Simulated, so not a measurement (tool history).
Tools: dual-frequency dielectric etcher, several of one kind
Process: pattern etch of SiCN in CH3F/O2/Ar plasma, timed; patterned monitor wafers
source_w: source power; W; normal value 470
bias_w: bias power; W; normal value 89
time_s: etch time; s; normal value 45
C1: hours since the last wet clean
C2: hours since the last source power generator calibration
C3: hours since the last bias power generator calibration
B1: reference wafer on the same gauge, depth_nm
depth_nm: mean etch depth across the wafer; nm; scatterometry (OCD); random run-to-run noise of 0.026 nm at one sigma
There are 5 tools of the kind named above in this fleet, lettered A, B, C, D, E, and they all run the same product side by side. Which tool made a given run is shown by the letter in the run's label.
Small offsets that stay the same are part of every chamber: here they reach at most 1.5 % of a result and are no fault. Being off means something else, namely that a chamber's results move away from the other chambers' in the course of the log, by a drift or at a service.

{"run": "1A", "hour": 6.0, "source_w": 470, "bias_w": 89, "time_s": 45, "C1": 312.6, "C2": 1081.8, "C3": 217.3, "B1": 16.102, "depth_nm": 19.09}
{"run": "2B", "hour": 11.1, "source_w": 470, "bias_w": 89, "time_s": 45, "C1": 374.5, "C2": 1844.5, "C3": 2858.3, "B1": 16.103, "depth_nm": 19.442}
{"run": "3D", "hour": 16.7, "source_w": 470, "bias_w": 89, "time_s": 45, "C1": 150.1, "C2": 2872.7, "C3": 2692.5, "B1": 16.108, "depth_nm": 19.199}
{"run": "4E", "hour": 21.0, "source_w": 470, "bias_w": 89, "time_s": 45, "C1": 413.3, "C2": 544.9, "C3": 1722.8, "B1": 16.111, "depth_nm": 19.481}
{"run": "5C", "hour": 25.5, "source_w": 470, "bias_w": 89, "time_s": 45, "C1": 145.9, "C2": 1464, "C3": 4069, "B1": 16.111, "depth_nm": 19.399}
{"run": "6C", "hour": 30.6, "source_w": 470, "bias_w": 89, "time_s": 45, "C1": 151, "C2": 1469.1, "C3": 4074.1, "B1": 16.114, "depth_nm": 19.424}
{"run": "7B", "hour": 34.8, "source_w": 470, "bias_w": 89, "time_s": 45, "C1": 398.2, "C2": 1868.2, "C3": 2882, "B1": 16.116, "depth_nm": 19.495}
{"hour": 35.2, "done": "chamber C: bias power generator calibrated"}
{"run": "8D", "hour": 38.8, "source_w": 520, "bias_w": 89, "time_s": 45, "C1": 172.2, "C2": 2894.8, "C3": 2714.6, "B1": 16.119, "depth_nm": 19.942}
{"hour": 42.1, "done": "chamber A: wet clean of the chamber"}
{"run": "9A", "hour": 43.0, "source_w": 520, "bias_w": 89, "time_s": 45, "C1": 1, "C2": 1118.8, "C3": 254.3, "B1": 16.123, "depth_nm": 19.879}
{"run": "10E", "hour": 47.9, "source_w": 520, "bias_w": 89, "time_s": 45, "C1": 440.2, "C2": 571.8, "C3": 1749.7, "B1": 16.12, "depth_nm": 20.233}
{"run": "11E", "hour": 52.5, "source_w": 520, "bias_w": 89, "time_s": 45, "C1": 444.8, "C2": 576.4, "C3": 1754.3, "B1": 16.125, "depth_nm": 20.288}
{"run": "12B", "hour": 56.2, "source_w": 520, "bias_w": 89, "time_s": 45, "C1": 419.6, "C2": 1889.6, "C3": 2903.4, "B1": 16.124, "depth_nm": 20.211}
{"run": "13C", "hour": 62.4, "source_w": 470, "bias_w": 89, "time_s": 45, "C1": 182.8, "C2": 1500.9, "C3": 27.2, "B1": 16.132, "depth_nm": 19.415}
{"run": "14D", "hour": 65.6, "source_w": 470, "bias_w": 89, "time_s": 45, "C1": 199, "C2": 2921.6, "C3": 2741.4, "B1": 16.132, "depth_nm": 19.216}
{"run": "15A", "hour": 68.4, "source_w": 470, "bias_w": 89, "time_s": 45, "C1": 26.4, "C2": 1144.2, "C3": 279.7, "B1": 16.131, "depth_nm": 19.191}
{"run": "16E", "hour": 73.4, "source_w": 470, "bias_w": 89, "time_s": 45, "C1": 465.7, "C2": 597.3, "C3": 1775.2, "B1": 16.136, "depth_nm": 19.507}
{"run": "17A", "hour": 76.5, "source_w": 470, "bias_w": 89, "time_s": 45, "C1": 34.5, "C2": 1152.3, "C3": 287.8, "B1": 16.14, "depth_nm": 19.225}
{"run": "18D", "hour": 80.9, "source_w": 470, "bias_w": 89, "time_s": 45, "C1": 214.3, "C2": 2936.9, "C3": 2756.7, "B1": 16.149, "depth_nm": 19.285}
{"run": "19C", "hour": 84.4, "source_w": 470, "bias_w": 89, "time_s": 45, "C1": 204.8, "C2": 1522.9, "C3": 49.2, "B1": 16.141, "depth_nm": 19.403}
{"run": "20B", "hour": 91.0, "source_w": 470, "bias_w": 104, "time_s": 45, "C1": 454.4, "C2": 1924.4, "C3": 2938.2, "B1": 16.146, "depth_nm": 20.643}
{"run": "21D", "hour": 94.4, "source_w": 470, "bias_w": 104, "time_s": 45, "C1": 227.8, "C2": 2950.4, "C3": 2770.2, "B1": 16.15, "depth_nm": 20.405}
{"run": "22B", "hour": 98.5, "source_w": 470, "bias_w": 104, "time_s": 45, "C1": 461.9, "C2": 1931.9, "C3": 2945.7, "B1": 16.143, "depth_nm": 20.682}
{"run": "23E", "hour": 104.6, "source_w": 470, "bias_w": 104, "time_s": 45, "C1": 496.9, "C2": 628.5, "C3": 1806.4, "B1": 16.154, "depth_nm": 20.675}
{"run": "24C", "hour": 109.1, "source_w": 470, "bias_w": 104, "time_s": 45, "C1": 229.5, "C2": 1547.6, "C3": 73.9, "B1": 16.148, "depth_nm": 20.705}
{"run": "25A", "hour": 114.6, "source_w": 470, "bias_w": 89, "time_s": 45, "C1": 72.6, "C2": 1190.4, "C3": 325.9, "B1": 16.154, "depth_nm": 19.156}
{"run": "26B", "hour": 120.0, "source_w": 470, "bias_w": 89, "time_s": 45, "C1": 483.4, "C2": 1953.4, "C3": 2967.2, "B1": 16.157, "depth_nm": 19.497}
{"run": "27D", "hour": 123.9, "source_w": 470, "bias_w": 89, "time_s": 45, "C1": 257.3, "C2": 2979.9, "C3": 2799.7, "B1": 16.16, "depth_nm": 19.239}
{"run": "28E", "hour": 130.3, "source_w": 470, "bias_w": 89, "time_s": 45, "C1": 522.6, "C2": 654.2, "C3": 1832.1, "B1": 16.158, "depth_nm": 19.543}
{"run": "29A", "hour": 135.4, "source_w": 470, "bias_w": 89, "time_s": 45, "C1": 93.4, "C2": 1211.2, "C3": 346.7, "B1": 16.166, "depth_nm": 19.146}
{"run": "30C", "hour": 138.8, "source_w": 470, "bias_w": 89, "time_s": 45, "C1": 259.2, "C2": 1577.3, "C3": 103.6, "B1": 16.166, "depth_nm": 19.543}
{"run": "31C", "hour": 144.2, "source_w": 470, "bias_w": 89, "time_s": 36, "C1": 264.6, "C2": 1582.7, "C3": 109, "B1": 16.163, "depth_nm": 15.55}
{"run": "32A", "hour": 149.6, "source_w": 470, "bias_w": 89, "time_s": 36, "C1": 107.6, "C2": 1225.4, "C3": 360.9, "B1": 16.175, "depth_nm": 15.363}
{"run": "33B", "hour": 155.7, "source_w": 470, "bias_w": 89, "time_s": 36, "C1": 519.1, "C2": 1989.1, "C3": 3002.9, "B1": 16.174, "depth_nm": 15.612}
{"run": "34E", "hour": 159.9, "source_w": 470, "bias_w": 89, "time_s": 36, "C1": 552.2, "C2": 683.8, "C3": 1861.7, "B1": 16.177, "depth_nm": 15.614}
{"run": "35D", "hour": 165.1, "source_w": 470, "bias_w": 89, "time_s": 36, "C1": 298.5, "C2": 3021.1, "C3": 2840.9, "B1": 16.179, "depth_nm": 15.439}
{"hour": 166.6, "done": "chamber E: wet clean of the chamber"}
{"run": "36A", "hour": 168.2, "source_w": 470, "bias_w": 89, "time_s": 45, "C1": 126.2, "C2": 1244, "C3": 379.5, "B1": 16.187, "depth_nm": 19.205}
{"run": "37D", "hour": 172.8, "source_w": 570, "bias_w": 89, "time_s": 45, "C1": 306.2, "C2": 3028.8, "C3": 2848.6, "B1": 16.184, "depth_nm": 20.774}
{"run": "38E", "hour": 178.2, "source_w": 570, "bias_w": 89, "time_s": 45, "C1": 11.6, "C2": 702.1, "C3": 1880, "B1": 16.183, "depth_nm": 21.002}

Next, all 5 chambers run the settings below, one line each with question marks for the results. What does each chamber give?
{"run": "39A", "hour": 182.9, "source_w": 470, "bias_w": 89, "time_s": 32, "depth_nm": "?"}
{"run": "39B", "hour": 182.9, "source_w": 470, "bias_w": 89, "time_s": 32, "depth_nm": "?"}
{"run": "39C", "hour": 182.9, "source_w": 470, "bias_w": 89, "time_s": 32, "depth_nm": "?"}
{"run": "39D", "hour": 182.9, "source_w": 470, "bias_w": 89, "time_s": 32, "depth_nm": "?"}
{"run": "39E", "hour": 182.9, "source_w": 470, "bias_w": 89, "time_s": 32, "depth_nm": "?"}

run=39A depth_nm=13.688
run=39B depth_nm=13.871
run=39C depth_nm=13.851
run=39D depth_nm=13.731
run=39E depth_nm=13.902
